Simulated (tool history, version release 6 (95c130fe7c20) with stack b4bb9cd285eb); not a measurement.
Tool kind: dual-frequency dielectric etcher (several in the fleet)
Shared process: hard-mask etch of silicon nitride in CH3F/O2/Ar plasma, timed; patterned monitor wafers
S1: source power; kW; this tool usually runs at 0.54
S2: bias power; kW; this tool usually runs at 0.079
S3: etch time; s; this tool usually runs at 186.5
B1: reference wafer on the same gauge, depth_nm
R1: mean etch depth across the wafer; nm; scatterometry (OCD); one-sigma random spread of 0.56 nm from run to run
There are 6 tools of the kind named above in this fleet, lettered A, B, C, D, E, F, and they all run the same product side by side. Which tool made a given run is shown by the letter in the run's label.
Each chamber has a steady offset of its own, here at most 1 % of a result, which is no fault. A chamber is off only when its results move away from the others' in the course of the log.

| run | hour | S1 | S2 | S3 | B1 | R1 |
|---|---|---|---|---|---|---|
| 1D | 12.9 | 0.54 | 0.079 | 186.5 | 169.05 | 151.94 |
| 2B | 23.8 | 0.54 | 0.079 | 186.5 | 168.88 | 151.86 |
| 3C | 33 | 0.54 | 0.079 | 186.5 | 169.02 | 150.44 |
| 4F | 46.2 | 0.54 | 0.079 | 186.5 | 169.14 | 151.71 |
| 5A | 59.7 | 0.54 | 0.079 | 186.5 | 168.88 | 150.2 |
|  | 61.4 | chamber F: wet clean of the chamber |
| 6E | 70.1 | 0.54 | 0.079 | 186.5 | 168.85 | 150.68 |
| 7B | 82 | 0.54 | 0.079 | 186.5 | 168.96 | 151.38 |
|  | 90.7 | chamber E: wet clean of the chamber |
| 8F | 91.2 | 0.54 | 0.079 | 186.5 | 169.11 | 150.87 |
| 9A | 98.7 | 0.54 | 0.079 | 186.5 | 169.15 | 151.36 |
|  | 99.3 | chamber A: wet clean of the chamber |
| 10D | 113 | 0.54 | 0.079 | 186.5 | 168.96 | 151.81 |
| 11E | 126.1 | 0.62 | 0.079 | 203 | 169.06 | 172.77 |
| 12C | 138.6 | 0.62 | 0.079 | 203 | 168.92 | 173 |
| 13D | 154.6 | 0.62 | 0.079 | 203 | 169 | 175.31 |
| 14E | 165 | 0.62 | 0.079 | 203 | 169.03 | 173.05 |
| 15C | 179.3 | 0.62 | 0.079 | 203 | 168.93 | 173.19 |
| 16A | 195.4 | 0.62 | 0.079 | 203 | 168.89 | 171.9 |
| 17F | 202.9 | 0.54 | 0.079 | 186.5 | 169.02 | 151.28 |
|  | 216.9 | chamber F: source power generator calibrated |
| 18B | 219.1 | 0.54 | 0.079 | 186.5 | 168.93 | 152.77 |
| 19A | 227.2 | 0.54 | 0.079 | 186.5 | 168.97 | 149.41 |
| 20D | 241.1 | 0.54 | 0.079 | 186.5 | 168.96 | 151.83 |
| 21C | 250.3 | 0.54 | 0.079 | 186.5 | 169.13 | 150.5 |
| 22E | 258.6 | 0.54 | 0.079 | 160.5 | 168.98 | 130.15 |
| 23F | 269.1 | 0.54 | 0.079 | 160.5 | 169 | 131.06 |
| 24B | 276.7 | 0.54 | 0.079 | 160.5 | 168.92 | 131.96 |
| 25D | 288.9 | 0.54 | 0.079 | 160.5 | 168.97 | 131.61 |
| 26C | 302.7 | 0.54 | 0.079 | 160.5 | 169.07 | 129.48 |
|  | 303.5 | chamber B: bias power generator calibrated |
| 27F | 311.5 | 0.54 | 0.079 | 160.5 | 169.02 | 130.04 |
| 28B | 327.8 | 0.54 | 0.079 | 186.5 | 169 | 153.66 |
| 29E | 337.4 | 0.54 | 0.079 | 186.5 | 168.82 | 150.61 |
| 30A | 351.2 | 0.54 | 0.079 | 186.5 | 168.99 | 149.97 |
| 31C | 361.8 | 0.54 | 0.079 | 186.5 | 168.86 | 150.04 |
| 32A | 375.9 | 0.54 | 0.079 | 186.5 | 169.17 | 149.89 |
| 33D | 384.8 | 0.54 | 0.079 | 207 | 168.97 | 169.31 |
| 34E | 400.7 | 0.54 | 0.079 | 207 | 169.05 | 167.23 |
| 35B | 411.2 | 0.54 | 0.079 | 207 | 169.2 | 172.44 |
| 36F | 420.9 | 0.54 | 0.079 | 207 | 169.12 | 168.55 |
| 37D | 429.5 | 0.54 | 0.079 | 207 | 168.95 | 168.88 |
| 38E | 437.4 | 0.54 | 0.079 | 207 | 168.94 | 166.91 |
| 39F | 452 | 0.54 | 0.079 | 186.5 | 168.94 | 151.46 |
|  | 453.6 | chamber A: source power generator calibrated |
|  | 461.8 | chamber A: wet clean of the chamber |
| 40A | 464.6 | 0.54 | 0.079 | 186.5 | 168.79 | 150.5 |
| 41B | 474.2 | 0.54 | 0.079 | 186.5 | 168.83 | 156.75 |

The same settings go to every chamber for the next run, one line per chamber below. Forecast the results for each:
| 42A | 486.1 | 0.54 | 0.079 | 186.5 |  | ? |
| 42B | 486.1 | 0.54 | 0.079 | 186.5 |  | ? |
| 42C | 486.1 | 0.54 | 0.079 | 186.5 |  | ? |
| 42D | 486.1 | 0.54 | 0.079 | 186.5 |  | ? |
| 42E | 486.1 | 0.54 | 0.079 | 186.5 |  | ? |
| 42F | 486.1 | 0.54 | 0.079 | 186.5 |  | ? |

| run | R1 |
|---|---|
| 42A | 150 |
| 42B | 158 |
| 42C | 151.27 |
| 42D | 153.15 |
| 42E | 151.63 |
| 42F | 150.87 |

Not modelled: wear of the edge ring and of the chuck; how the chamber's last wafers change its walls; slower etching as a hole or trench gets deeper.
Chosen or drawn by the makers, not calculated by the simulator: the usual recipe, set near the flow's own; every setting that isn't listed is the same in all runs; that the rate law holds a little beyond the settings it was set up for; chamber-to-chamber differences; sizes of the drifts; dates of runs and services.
